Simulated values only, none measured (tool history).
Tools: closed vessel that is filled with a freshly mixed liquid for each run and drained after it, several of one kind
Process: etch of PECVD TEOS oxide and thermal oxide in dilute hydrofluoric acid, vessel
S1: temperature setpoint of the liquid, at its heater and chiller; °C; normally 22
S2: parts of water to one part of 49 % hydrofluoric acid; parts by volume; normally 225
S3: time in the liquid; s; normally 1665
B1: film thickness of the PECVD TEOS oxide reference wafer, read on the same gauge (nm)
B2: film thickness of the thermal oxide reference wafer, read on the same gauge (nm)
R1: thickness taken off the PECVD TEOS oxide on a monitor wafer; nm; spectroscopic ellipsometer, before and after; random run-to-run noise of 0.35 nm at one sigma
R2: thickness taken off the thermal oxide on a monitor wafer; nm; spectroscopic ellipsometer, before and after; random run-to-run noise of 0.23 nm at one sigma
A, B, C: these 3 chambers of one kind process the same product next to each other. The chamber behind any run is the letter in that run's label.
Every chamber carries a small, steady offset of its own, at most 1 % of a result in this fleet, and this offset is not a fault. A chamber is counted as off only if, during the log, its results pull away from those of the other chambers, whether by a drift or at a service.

{"run": "1A", "hour": 9.8, "S1": 22, "S2": 225, "S3": 1665, "B1": 89.996, "B2": 50.024, "R1": 54.411, "R2": 27.55}
{"run": "2B", "hour": 15.6, "S1": 22, "S2": 225, "S3": 1665, "B1": 89.977, "B2": 49.966, "R1": 53.94, "R2": 27.248}
{"run": "3C", "hour": 23.4, "S1": 22, "S2": 225, "S3": 1665, "B1": 90.014, "B2": 49.966, "R1": 55.709, "R2": 27.109}
{"run": "4A", "hour": 31.0, "S1": 22, "S2": 225, "S3": 1665, "B1": 89.972, "B2": 50.027, "R1": 55.09, "R2": 27.353}
{"run": "5C", "hour": 41.1, "S1": 22, "S2": 225, "S3": 1665, "B1": 89.988, "B2": 49.99, "R1": 55.13, "R2": 27.172}
{"run": "6B", "hour": 53.8, "S1": 22, "S2": 225, "S3": 1665, "B1": 89.976, "B2": 49.955, "R1": 54.987, "R2": 27.021}
{"run": "7A", "hour": 65.3, "S1": 22, "S2": 225, "S3": 1665, "B1": 89.987, "B2": 50.034, "R1": 54.898, "R2": 27.551}
{"run": "8C", "hour": 76.2, "S1": 22, "S2": 225, "S3": 1665, "B1": 90.013, "B2": 50.04, "R1": 55.101, "R2": 27.069}
{"run": "9B", "hour": 82.4, "S1": 22, "S2": 225, "S3": 1665, "B1": 90.007, "B2": 49.99, "R1": 54.794, "R2": 27.152}
{"run": "10B", "hour": 89.3, "S1": 22, "S2": 225, "S3": 1665, "B1": 90.026, "B2": 49.997, "R1": 54.254, "R2": 27.144}
{"run": "11A", "hour": 97.1, "S1": 18.5, "S2": 225, "S3": 1665, "B1": 89.995, "B2": 49.993, "R1": 47.911, "R2": 23.777}
{"run": "12C", "hour": 104.2, "S1": 18.5, "S2": 225, "S3": 1665, "B1": 89.998, "B2": 49.997, "R1": 47.668, "R2": 23.571}
{"run": "13C", "hour": 113.9, "S1": 18.5, "S2": 225, "S3": 1665, "B1": 90.022, "B2": 49.973, "R1": 48.241, "R2": 23.598}
{"run": "14B", "hour": 124.8, "S1": 22, "S2": 225, "S3": 1665, "B1": 90.011, "B2": 50.04, "R1": 54.233, "R2": 27.36}
{"run": "15A", "hour": 134.9, "S1": 22, "S2": 225, "S3": 1665, "B1": 90.001, "B2": 50.002, "R1": 54.568, "R2": 27.242}
{"run": "16A", "hour": 141.6, "S1": 22, "S2": 225, "S3": 1665, "B1": 90.006, "B2": 49.969, "R1": 53.971, "R2": 27.36}
{"run": "17C", "hour": 147.6, "S1": 22, "S2": 225, "S3": 1665, "B1": 90.009, "B2": 49.973, "R1": 54.946, "R2": 27.301}
{"run": "18B", "hour": 154.6, "S1": 22, "S2": 225, "S3": 1665, "B1": 89.987, "B2": 49.997, "R1": 54.287, "R2": 26.842}
{"run": "19C", "hour": 162.4, "S1": 22, "S2": 225, "S3": 1665, "B1": 89.962, "B2": 50.021, "R1": 55.297, "R2": 27.114}
{"run": "20A", "hour": 172.5, "S1": 22, "S2": 225, "S3": 1665, "B1": 90.014, "B2": 49.993, "R1": 53.859, "R2": 26.722}
{"run": "21B", "hour": 184.2, "S1": 22, "S2": 225, "S3": 1665, "B1": 89.985, "B2": 49.984, "R1": 54.435, "R2": 27.322}
{"run": "22B", "hour": 193.1, "S1": 22, "S2": 225, "S3": 1665, "B1": 89.994, "B2": 50.024, "R1": 53.986, "R2": 26.998}
{"run": "23C", "hour": 199.1, "S1": 22, "S2": 225, "S3": 1665, "B1": 89.973, "B2": 50.043, "R1": 54.549, "R2": 27.169}
{"run": "24A", "hour": 206.5, "S1": 22, "S2": 225, "S3": 1665, "B1": 89.995, "B2": 49.97, "R1": 53.757, "R2": 26.778}
{"run": "25C", "hour": 212.2, "S1": 22, "S2": 225, "S3": 1665, "B1": 89.986, "B2": 50.005, "R1": 54.821, "R2": 26.892}
{"run": "26A", "hour": 225.1, "S1": 22, "S2": 225, "S3": 1665, "B1": 90.017, "B2": 50.001, "R1": 53.13, "R2": 26.738}
{"run": "27B", "hour": 235.1, "S1": 22, "S2": 225, "S3": 1665, "B1": 89.982, "B2": 50.031, "R1": 54.233, "R2": 27.272}
{"run": "28C", "hour": 243.0, "S1": 22, "S2": 225, "S3": 1665, "B1": 89.985, "B2": 49.952, "R1": 54.903, "R2": 27.019}
{"run": "29A", "hour": 252.3, "S1": 22, "S2": 225, "S3": 1665, "B1": 90.022, "B2": 50.009, "R1": 52.46, "R2": 26.644}
{"run": "30B", "hour": 264.2, "S1": 22, "S2": 225, "S3": 1665, "B1": 89.981, "B2": 50.003, "R1": 54.666, "R2": 26.776}
{"run": "31B", "hour": 272.9, "S1": 22, "S2": 225, "S3": 1665, "B1": 90.041, "B2": 49.984, "R1": 54.929, "R2": 26.732}
{"run": "32C", "hour": 279.8, "S1": 22, "S2": 290, "S3": 1665, "B1": 89.998, "B2": 49.97, "R1": 40.079, "R2": 19.305}
{"run": "33A", "hour": 290.4, "S1": 22, "S2": 290, "S3": 1665, "B1": 90.014, "B2": 50.027, "R1": 38.454, "R2": 19.071}
{"run": "34B", "hour": 296.2, "S1": 22, "S2": 290, "S3": 1665, "B1": 89.995, "B2": 49.981, "R1": 39.609, "R2": 19.303}
{"run": "35A", "hour": 309.2, "S1": 22, "S2": 225, "S3": 1665, "B1": 89.998, "B2": 50.024, "R1": 51.648, "R2": 25.839}
{"run": "36C", "hour": 321.7, "S1": 22, "S2": 225, "S3": 1665, "B1": 89.988, "B2": 50.015, "R1": 53.999, "R2": 26.925}
{"run": "37C", "hour": 328.9, "S1": 17.5, "S2": 225, "S3": 2545, "B1": 89.99, "B2": 49.98, "R1": 70.408, "R2": 34.356}
{"run": "38A", "hour": 336.4, "S1": 17.5, "S2": 225, "S3": 2545, "B1": 90.001, "B2": 50.068, "R1": 66.489, "R2": 33.397}
{"hour": 341.1, "done": "chamber C: thermometer replaced"}
{"run": "39B", "hour": 344.0, "S1": 17.5, "S2": 225, "S3": 2545, "B1": 89.986, "B2": 49.984, "R1": 70.587, "R2": 35.004}
{"run": "40A", "hour": 352.0, "S1": 22, "S2": 225, "S3": 1665, "B1": 89.97, "B2": 49.998, "R1": 51.403, "R2": 25.422}
{"run": "41C", "hour": 358.1, "S1": 22, "S2": 225, "S3": 1665, "B1": 89.989, "B2": 49.972, "R1": 55.198, "R2": 27.046}
{"run": "42B", "hour": 368.1, "S1": 22, "S2": 225, "S3": 1665, "B1": 90.007, "B2": 49.969, "R1": 53.887, "R2": 26.973}

Has any chamber moved away from the others, gradually or after a service, or does the common gauge drift, or do the chambers differ only by their own small steady offsets? State the chamber and the most likely cause if one applies.

It is chamber A that slowly wanders off from its peers.
Most likely cause: liquid colder than its thermometer reads (K) = 1.84.
It could be hard to tell apart here from: hydrofluoric acid flow below the setpoint (%).

Which of the 4 candidates below, each the usual settings with something changed and its results left as question marks, puts chamber A back in line with what the other chambers give on the usual settings?
In-line tolerance around the mean of the other chambers on the usual settings: R1 1.2 nm; R2 0.8 nm
{"run": "43A-1", "hour": 377.4, "S1": 22, "S2": 210, "S3": 1785, "R1": "?", "R2": "?"}
{"run": "43A-2", "hour": 377.4, "S1": 22, "S2": 230, "S3": 1605, "R1": "?", "R2": "?"}
{"run": "43A-3", "hour": 377.4, "S1": 22, "S2": 240, "S3": 1545, "R1": "?", "R2": "?"}
{"run": "43A-4", "hour": 377.4, "S1": 22, "S2": 220, "S3": 1725, "R1": "?", "R2": "?"}

Usual-settings mean across the other chambers: R1 54.759 nm; R2 27.133 nm
run=43A-1 R1=59.606 R2=29.699
run=43A-2 R1=48.054 R2=23.943
run=43A-3 R1=43.931 R2=21.889
run=43A-4 R1=54.484 R2=27.147
The right change is 43A-4: it brings the chamber back within the allowed miss of the others.

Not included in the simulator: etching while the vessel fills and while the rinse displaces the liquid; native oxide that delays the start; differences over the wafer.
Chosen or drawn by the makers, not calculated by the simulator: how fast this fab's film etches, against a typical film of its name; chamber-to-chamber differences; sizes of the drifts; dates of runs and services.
